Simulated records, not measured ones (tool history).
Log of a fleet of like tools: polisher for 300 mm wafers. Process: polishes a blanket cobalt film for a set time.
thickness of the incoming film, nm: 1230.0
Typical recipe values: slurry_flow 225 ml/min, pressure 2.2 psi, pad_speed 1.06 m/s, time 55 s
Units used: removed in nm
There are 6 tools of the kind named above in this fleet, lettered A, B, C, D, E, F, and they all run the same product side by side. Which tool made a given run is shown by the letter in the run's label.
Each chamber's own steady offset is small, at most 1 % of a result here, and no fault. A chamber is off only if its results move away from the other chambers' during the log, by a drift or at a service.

run	hour	slurry_flow	pressure	pad_speed	time	removed
1F	6.3	225	2.2	1.06	55	333.1
2B	9.1	225	2.2	1.06	55	337.71
3A	12.2	225	2.2	1.06	55	335.19
4D	17.5	225	2.2	1.06	55	334.71
# hour 17.7: chamber C: worn pad replaced by a new one
5E	23.2	225	2.2	1.06	55	340.39
6C	28.1	225	2.2	1.06	55	345.53
7E	33.4	225	2.2	1.06	55	338.86
8B	36.4	225	2.2	1.06	55	335.53
9F	39.9	225	2.2	1.06	55	337.08
# hour 43.7: chamber B: worn pad replaced by a new one
10D	45	225	2.2	1.06	55	338.42
# hour 45.1: chamber E: slurry nozzle cleaned
11A	49.5	225	2.2	1.06	55	343.59
12C	52.7	225	2.2	1.06	55	342.36
# hour 55.6: chamber D: head pressure recalibrated
13A	57.1	225	2.2	1.06	55	339.59
# hour 61.3: chamber A: worn pad replaced by a new one
14D	62.3	225	2.2	1.06	55	379.41
# hour 62.9: chamber C: head pressure recalibrated
15F	65.1	225	2.2	1.06	55	335.81
# hour 65.3: chamber E: worn pad replaced by a new one
16C	68.5	225	2.2	1.06	55	341.3
17B	72.3	225	2.2	1.06	55	339.32
18E	75.2	225	2.2	1.06	55	336.18
# hour 78.9: chamber F: worn pad replaced by a new one
19F	80.9	225	2.2	1.06	55	342.64
20E	87	225	2.2	1.06	55	342.44
21B	90.6	225	2.2	1.06	55	334.84
22A	94.2	225	2.2	1.06	55	328.53
# hour 95.3: chamber B: head pressure recalibrated
# hour 95.8: chamber D: worn pad replaced by a new one
23C	99.3	225	2.2	1.06	55	343.73
24D	102.6	225	2.2	1.06	55	367.44
25E	108.7	225	2.2	1.06	55	350.36
26B	111.7	225	2.2	1.06	55	344.07
27D	116.6	225	2.2	1.06	68	455.01
28C	119.4	225	2.2	1.06	68	413.51
29F	122.2	225	2.2	1.06	68	416.8
30A	126.6	225	2.2	1.06	68	416.54
# hour 128.1: chamber B: worn pad replaced by a new one
31C	129.4	225	2.2	1.06	68	416.87
32E	132.3	225	2.2	1.06	68	420.2
33B	138.3	225	2.2	1.06	55	346.83
34D	143.9	225	2.2	1.06	55	368.84
35A	148.5	225	2.2	1.06	55	338.73
36F	151.7	225	2.2	1.06	55	334.11
37F	155.3	225	2.2	1.06	55	333.18
38E	161	225	2.2	1.06	55	335.59

Read the log: is a single chamber off, either drifting away or since a service, is the gauge that measures every chamber drifting, or is nothing wrong beyond small per-chamber offsets? Name any odd chamber and what most likely caused it.

A service left chamber D off against the others.
Cause: head's pressure above its setpoint, % = 9.94.

Below are 4 candidate recipes for chamber D's next run, each the usual settings with a change, their results shown as question marks. Which of them brings D's results back in line with what the other chambers give on the usual settings?
In line here means within this much of the mean the other chambers give on the usual settings: removed 15 nm
39D-1	165.6	220	2.2	0.96	55	?
39D-2	165.6	225	2.7	1.06	55	?
39D-3	165.6	220	2.2	0.96	50	?
39D-4	165.6	230	2.2	1.06	60	?

The mean the other chambers reach with the usual settings: removed 338.5 nm
run	removed
39D-1	334.28
39D-2	455
39D-3	303.89
39D-4	404.87
39D-1 is the one that brings the chamber's results back in line with the other chambers.
